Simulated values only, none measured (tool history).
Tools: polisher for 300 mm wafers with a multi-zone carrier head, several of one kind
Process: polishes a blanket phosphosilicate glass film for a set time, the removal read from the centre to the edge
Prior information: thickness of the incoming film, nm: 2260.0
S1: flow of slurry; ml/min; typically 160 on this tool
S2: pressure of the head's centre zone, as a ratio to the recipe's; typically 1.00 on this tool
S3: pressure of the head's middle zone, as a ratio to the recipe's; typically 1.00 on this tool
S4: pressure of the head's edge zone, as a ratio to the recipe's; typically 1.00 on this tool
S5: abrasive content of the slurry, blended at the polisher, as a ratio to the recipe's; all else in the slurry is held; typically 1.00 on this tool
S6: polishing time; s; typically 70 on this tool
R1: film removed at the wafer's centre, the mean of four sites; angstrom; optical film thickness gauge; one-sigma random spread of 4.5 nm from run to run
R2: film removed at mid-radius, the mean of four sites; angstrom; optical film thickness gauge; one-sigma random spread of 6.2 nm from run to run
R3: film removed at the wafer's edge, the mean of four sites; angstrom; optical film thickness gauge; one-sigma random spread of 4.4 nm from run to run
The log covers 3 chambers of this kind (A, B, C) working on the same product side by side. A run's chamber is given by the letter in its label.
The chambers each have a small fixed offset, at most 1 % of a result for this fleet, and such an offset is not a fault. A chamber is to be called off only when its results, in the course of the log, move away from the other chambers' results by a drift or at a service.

{"hour": 0.7, "done": "chamber C: edge zone pressure recalibrated"}
{"hour": 5.4, "done": "chamber C: worn pad replaced by a new one"}
{"run": "1B", "hour": 7.8, "S1": 160, "S2": 1.0, "S3": 1.0, "S4": 1.0, "S5": 1.0, "S6": 70, "R1": 6634.1, "R2": 6744.7, "R3": 6713.4}
{"hour": 11.4, "done": "chamber B: slurry nozzle cleaned"}
{"run": "2A", "hour": 13.0, "S1": 160, "S2": 1.0, "S3": 1.0, "S4": 1.0, "S5": 1.0, "S6": 70, "R1": 6783.3, "R2": 6639.1, "R3": 6822.5}
{"hour": 18.7, "done": "chamber A: worn pad replaced by a new one"}
{"run": "3C", "hour": 20.9, "S1": 160, "S2": 1.0, "S3": 1.0, "S4": 1.0, "S5": 1.0, "S6": 70, "R1": 6714.4, "R2": 6711.7, "R3": 6653.6}
{"run": "4A", "hour": 28.4, "S1": 160, "S2": 1.0, "S3": 1.0, "S4": 1.0, "S5": 1.0, "S6": 70, "R1": 6785.3, "R2": 6777.2, "R3": 6736.4}
{"run": "5C", "hour": 33.3, "S1": 195, "S2": 1.0, "S3": 1.0, "S4": 1.09, "S5": 1.0, "S6": 70, "R1": 6981.3, "R2": 7048.1, "R3": 7150.4}
{"hour": 43.3, "done": "chamber B: worn pad replaced by a new one"}
{"run": "6B", "hour": 44.0, "S1": 195, "S2": 1.0, "S3": 1.0, "S4": 1.09, "S5": 1.0, "S6": 70, "R1": 7085.2, "R2": 7042.2, "R3": 7203.4}
{"run": "7B", "hour": 52.6, "S1": 195, "S2": 1.0, "S3": 1.0, "S4": 1.09, "S5": 1.0, "S6": 70, "R1": 7112.8, "R2": 7083.5, "R3": 7277.4}
{"hour": 54.5, "done": "chamber A: centre zone pressure recalibrated"}
{"run": "8C", "hour": 59.8, "S1": 160, "S2": 1.0, "S3": 1.0, "S4": 1.0, "S5": 1.0, "S6": 70, "R1": 6734.1, "R2": 6758.7, "R3": 6705.9}
{"run": "9A", "hour": 65.1, "S1": 160, "S2": 1.0, "S3": 1.0, "S4": 1.0, "S5": 1.0, "S6": 70, "R1": 6734.9, "R2": 6706.9, "R3": 6739.3}
{"run": "10C", "hour": 75.8, "S1": 160, "S2": 1.0, "S3": 1.0, "S4": 1.0, "S5": 1.15, "S6": 70, "R1": 7224.3, "R2": 7157.5, "R3": 7121.0}
{"run": "11B", "hour": 82.5, "S1": 160, "S2": 1.0, "S3": 1.0, "S4": 1.0, "S5": 1.15, "S6": 70, "R1": 7175.0, "R2": 7260.3, "R3": 7172.0}
{"run": "12A", "hour": 89.4, "S1": 160, "S2": 1.0, "S3": 1.0, "S4": 1.0, "S5": 1.15, "S6": 70, "R1": 7149.5, "R2": 7173.0, "R3": 7140.8}
{"run": "13C", "hour": 94.1, "S1": 160, "S2": 1.0, "S3": 1.0, "S4": 1.0, "S5": 1.0, "S6": 70, "R1": 6656.1, "R2": 6854.0, "R3": 6694.4}
{"run": "14A", "hour": 102.9, "S1": 160, "S2": 1.0, "S3": 1.0, "S4": 1.0, "S5": 1.0, "S6": 70, "R1": 6705.3, "R2": 6678.1, "R3": 6667.2}
{"hour": 111.3, "done": "chamber A: worn pad replaced by a new one"}
{"run": "15B", "hour": 113.3, "S1": 160, "S2": 1.0, "S3": 1.0, "S4": 1.0, "S5": 1.0, "S6": 70, "R1": 6670.1, "R2": 6776.5, "R3": 6762.9}
{"run": "16B", "hour": 119.1, "S1": 160, "S2": 1.0, "S3": 1.0, "S4": 1.08, "S5": 1.0, "S6": 70, "R1": 6681.5, "R2": 6663.5, "R3": 7006.4}
{"hour": 120.6, "done": "chamber C: worn pad replaced by a new one"}
{"run": "17A", "hour": 126.3, "S1": 160, "S2": 1.0, "S3": 1.0, "S4": 1.08, "S5": 1.0, "S6": 70, "R1": 6799.6, "R2": 6632.6, "R3": 7001.6}
{"run": "18C", "hour": 131.7, "S1": 160, "S2": 1.0, "S3": 1.0, "S4": 1.08, "S5": 1.0, "S6": 70, "R1": 6739.7, "R2": 6680.4, "R3": 6935.9}
{"run": "19C", "hour": 136.8, "S1": 160, "S2": 1.0, "S3": 1.0, "S4": 1.0, "S5": 1.0, "S6": 70, "R1": 6827.5, "R2": 6637.9, "R3": 6762.5}
{"hour": 140.2, "done": "chamber B: worn pad replaced by a new one"}
{"run": "20A", "hour": 142.5, "S1": 160, "S2": 1.04, "S3": 1.0, "S4": 1.0, "S5": 1.0, "S6": 70, "R1": 7017.5, "R2": 6689.1, "R3": 6590.6}
{"run": "21B", "hour": 151.4, "S1": 160, "S2": 1.04, "S3": 1.0, "S4": 1.0, "S5": 1.0, "S6": 70, "R1": 6967.9, "R2": 6687.6, "R3": 6791.8}
{"run": "22A", "hour": 159.2, "S1": 160, "S2": 1.04, "S3": 1.0, "S4": 1.0, "S5": 1.0, "S6": 70, "R1": 7081.6, "R2": 6647.9, "R3": 6687.6}
{"run": "23B", "hour": 168.3, "S1": 160, "S2": 1.0, "S3": 1.0, "S4": 1.0, "S5": 1.0, "S6": 70, "R1": 6759.1, "R2": 6767.9, "R3": 6714.3}
{"run": "24C", "hour": 178.3, "S1": 160, "S2": 1.0, "S3": 1.0, "S4": 1.0, "S5": 1.0, "S6": 70, "R1": 6767.7, "R2": 6762.0, "R3": 6650.1}
{"hour": 179.7, "done": "chamber C: centre zone pressure recalibrated"}
{"run": "25B", "hour": 183.6, "S1": 160, "S2": 1.0, "S3": 1.0, "S4": 1.0, "S5": 1.0, "S6": 70, "R1": 6779.7, "R2": 6695.9, "R3": 6807.7}
{"run": "26A", "hour": 192.9, "S1": 160, "S2": 1.0, "S3": 1.0, "S4": 1.0, "S5": 1.0, "S6": 70, "R1": 6724.1, "R2": 6733.0, "R3": 6743.2}
{"hour": 195.9, "done": "chamber A: worn pad replaced by a new one"}
{"run": "27C", "hour": 202.1, "S1": 160, "S2": 1.0, "S3": 1.0, "S4": 1.0, "S5": 1.0, "S6": 70, "R1": 7269.0, "R2": 6671.6, "R3": 6696.5}
{"run": "28B", "hour": 212.6, "S1": 160, "S2": 1.0, "S3": 1.0, "S4": 1.0, "S5": 1.0, "S6": 70, "R1": 6696.8, "R2": 6805.0, "R3": 6733.7}
{"run": "29C", "hour": 220.9, "S1": 160, "S2": 1.0, "S3": 1.0, "S4": 1.0, "S5": 1.0, "S6": 70, "R1": 7278.4, "R2": 6714.2, "R3": 6696.0}
{"hour": 223.0, "done": "chamber B: edge zone pressure recalibrated"}
{"run": "30A", "hour": 231.0, "S1": 160, "S2": 1.0, "S3": 1.0, "S4": 1.0, "S5": 1.0, "S6": 70, "R1": 6757.0, "R2": 6719.4, "R3": 6717.6}
{"run": "31A", "hour": 236.4, "S1": 160, "S2": 1.0, "S3": 1.0, "S4": 1.0, "S5": 1.0, "S6": 70, "R1": 6696.9, "R2": 6697.1, "R3": 6730.5}
{"hour": 237.4, "done": "chamber C: worn pad replaced by a new one"}
{"run": "32B", "hour": 242.0, "S1": 160, "S2": 1.0, "S3": 1.04, "S4": 1.0, "S5": 1.0, "S6": 70, "R1": 6863.7, "R2": 6935.1, "R3": 6654.6}
{"run": "33C", "hour": 249.3, "S1": 160, "S2": 1.0, "S3": 1.04, "S4": 1.0, "S5": 1.0, "S6": 70, "R1": 7291.4, "R2": 6979.5, "R3": 6707.3}
{"hour": 250.8, "done": "chamber B: worn pad replaced by a new one"}
{"run": "34A", "hour": 257.2, "S1": 160, "S2": 1.0, "S3": 1.04, "S4": 1.0, "S5": 1.0, "S6": 70, "R1": 6723.0, "R2": 7059.5, "R3": 6682.2}
{"run": "35B", "hour": 266.5, "S1": 160, "S2": 1.0, "S3": 1.0, "S4": 1.0, "S5": 1.0, "S6": 70, "R1": 6736.1, "R2": 6769.0, "R3": 6655.7}
{"run": "36C", "hour": 276.3, "S1": 160, "S2": 1.0, "S3": 1.0, "S4": 1.0, "S5": 1.0, "S6": 70, "R1": 7222.7, "R2": 6587.9, "R3": 6716.7}
{"run": "37C", "hour": 282.6, "S1": 160, "S2": 1.0, "S3": 1.0, "S4": 1.0, "S5": 1.0, "S6": 70, "R1": 7219.0, "R2": 6837.0, "R3": 6686.1}

All chambers now run identical settings, listed one chamber a line with results as question marks. What results will each chamber show?
{"run": "38A", "hour": 290.2, "S1": 160, "S2": 1.0, "S3": 1.0, "S4": 1.0, "S5": 1.0, "S6": 70, "R1": "?", "R2": "?", "R3": "?"}
{"run": "38B", "hour": 290.2, "S1": 160, "S2": 1.0, "S3": 1.0, "S4": 1.0, "S5": 1.0, "S6": 70, "R1": "?", "R2": "?", "R3": "?"}
{"run": "38C", "hour": 290.2, "S1": 160, "S2": 1.0, "S3": 1.0, "S4": 1.0, "S5": 1.0, "S6": 70, "R1": "?", "R2": "?", "R3": "?"}

run=38A R1=6708.9 R2=6750.2 R3=6707.2
run=38B R1=6659.4 R2=6801.5 R3=6701.5
run=38C R1=7268.7 R2=6913.6 R3=6737.9
